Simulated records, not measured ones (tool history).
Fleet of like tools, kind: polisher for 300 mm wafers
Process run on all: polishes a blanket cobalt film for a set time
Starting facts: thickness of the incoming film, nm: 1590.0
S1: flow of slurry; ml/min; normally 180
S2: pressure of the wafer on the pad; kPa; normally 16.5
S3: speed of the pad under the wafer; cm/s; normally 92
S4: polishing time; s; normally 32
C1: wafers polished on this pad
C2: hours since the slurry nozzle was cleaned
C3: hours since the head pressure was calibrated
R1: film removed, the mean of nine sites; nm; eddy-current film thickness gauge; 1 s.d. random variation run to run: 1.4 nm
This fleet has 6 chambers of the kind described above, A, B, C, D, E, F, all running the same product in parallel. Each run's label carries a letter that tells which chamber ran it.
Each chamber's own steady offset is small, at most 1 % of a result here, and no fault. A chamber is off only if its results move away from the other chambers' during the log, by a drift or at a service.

run   hour   S1    S2   S3  S4    C1     C2      C3      R1
         9  -- chamber A: worn pad replaced by a new one
 1D   16.4  180  16.5   92  32  1114  497.4   254.5   143.9
      17.1  -- chamber E: worn pad replaced by a new one
 2F   27.2  180  16.5   92  32   341    202   483.3  144.12
 3E   38.5  180  16.5   92  32   234  789.7  1315.4  144.15
      39.4  -- chamber E: head pressure recalibrated
      50.2  -- chamber D: slurry nozzle cleaned
 4B   53.1  180  16.5   92  32  1206  225.7    88.4  144.82
      61.9  -- chamber B: worn pad replaced by a new one
 5C     63  180  16.5   92  32   822  238.1   222.2  144.34
 6A   75.2  180  16.5   92  32   725  528.2   718.1     144
 7F   88.1  180  18.6   72  32  1007  262.9   544.2  126.49
      90.4  -- chamber C: worn pad replaced by a new one
      95.6  -- chamber D: head pressure recalibrated
 8E   96.9  180  18.6   72  32   874  848.1    57.5   129.3
     103.2  -- chamber F: worn pad replaced by a new one
 9C  112.5  180  18.6   72  32   242  287.6   271.7  126.39
     115.8  -- chamber A: worn pad replaced by a new one
10D  124.1  180  18.6   72  32  2292   73.9    28.6  125.31
     132.1  -- chamber A: slurry nozzle cleaned
11A  139.6  180  18.6   72  32   261    7.6   782.5  128.81
12B  149.4  180  18.6   72  32   958    322   184.7  128.49
       150  -- chamber E: worn pad replaced by a new one
13C  157.2  180  16.5   92  32   731  332.3   316.4  142.39
14D  172.1  180  16.5   92  32  2817  121.9    76.6  139.51
15A  182.1  180  16.5   92  32   726   50.1     825  146.71
     188.7  -- chamber C: worn pad replaced by a new one
     190.6  -- chamber B: worn pad replaced by a new one
     191.3  -- chamber E: slurry nozzle cleaned
16E  191.7  180  16.5   92  32   456    0.5   152.3  147.39
     197.8  -- chamber F: worn pad replaced by a new one
17B  204.7  180  16.5   92  32   154  377.3     240   144.6
       215  -- chamber F: head pressure recalibrated
18F  218.9  180  16.5   92  32   231  393.7       4  142.04
     229.1  -- chamber F: slurry nozzle cleaned
19F  232.2  180  16.5   92  32   376    3.2    17.3  143.78
     233.1  -- chamber A: worn pad replaced by a new one
20C  245.7  180  16.5   92  32   624  420.8   404.9  144.46
21E  262.2  180  16.5   92  32  1228     71   222.8  144.14
22A  272.2  180  16.5   92  32   428  140.2   915.1  144.97
23D  279.9  180  16.5  108  32  3997  229.7   184.4   162.6
     283.9  -- chamber E: worn pad replaced by a new one
24B  295.7  180  16.5  108  32  1150  468.3     331  170.66
     299.3  -- chamber C: worn pad replaced by a new one
25D  310.6  180  16.5  108  32  4333  260.4   215.1  163.79
       312  -- chamber B: worn pad replaced by a new one
     312.9  -- chamber F: worn pad replaced by a new one
     314.8  -- chamber B: head pressure recalibrated
26A  326.7  180  16.5  108  32  1025  194.7   969.6   170.6
27F  335.9  180  16.5  108  32   251  106.9     121  168.62
       344  -- chamber A: worn pad replaced by a new one
28C  346.5  180  16.5  108  32   516  521.6   505.7  168.03
29B  353.8  180  16.5   92  32   458  526.4      39  141.61
30E  368.6  180  16.5   92  32   927  177.4   329.2   144.3
31D  376.3  240  12.4   92  32  5052  326.1   280.8  107.58
     382.5  -- chamber C: head pressure recalibrated
32A  389.1  240  12.4   92  32   494  257.1    1032   111.7
     389.8  -- chamber C: slurry nozzle cleaned
     401.6  -- chamber C: worn pad replaced by a new one
33C  404.8  240  12.4   92  32    35   15.1    22.4  112.06
     406.6  -- chamber F: worn pad replaced by a new one
34B  415.4  240  12.4   92  32  1132    588   100.6  113.26
     426.6  -- chamber B: worn pad replaced by a new one
     427.2  -- chamber E: worn pad replaced by a new one
35E    432  240  12.4   92  32    52  240.8   392.6  111.56
     437.4  -- chamber A: worn pad replaced by a new one
36F  439.3  240  12.4   92  32   358  210.3   224.4  111.13
37C  455.4  180  16.5   92  32   589   65.7      73  144.03
38F    465  180  16.5   92  32   639    236   250.1  142.26
     473.2  -- chamber D: head pressure recalibrated
39B  477.6  180  16.5   92  32   558  650.2   162.8  144.88
40D  485.2  180  16.5   92  32  6243    435    12.1  136.02
41A  496.5  180  16.5   92  32   647  364.5  1139.4  144.03
42E  510.6  180  16.5   92  32   912  319.4   471.2  145.99
43B  522.5  180  16.5   92  32  1050  695.1   207.7  144.98

For the next run the whole fleet of 6 chambers uses the same settings. Give each chamber's results:
44A  534.5  180  16.5  68  32               ?
44B  534.5  180  16.5  68  32               ?
44C  534.5  180  16.5  68  32               ?
44D  534.5  180  16.5  68  32               ?
44E  534.5  180  16.5  68  32               ?
44F  534.5  180  16.5  68  32               ?

run      R1
44A  106.53
44B   106.2
44C  106.56
44D  99.505
44E  107.54
44F     108

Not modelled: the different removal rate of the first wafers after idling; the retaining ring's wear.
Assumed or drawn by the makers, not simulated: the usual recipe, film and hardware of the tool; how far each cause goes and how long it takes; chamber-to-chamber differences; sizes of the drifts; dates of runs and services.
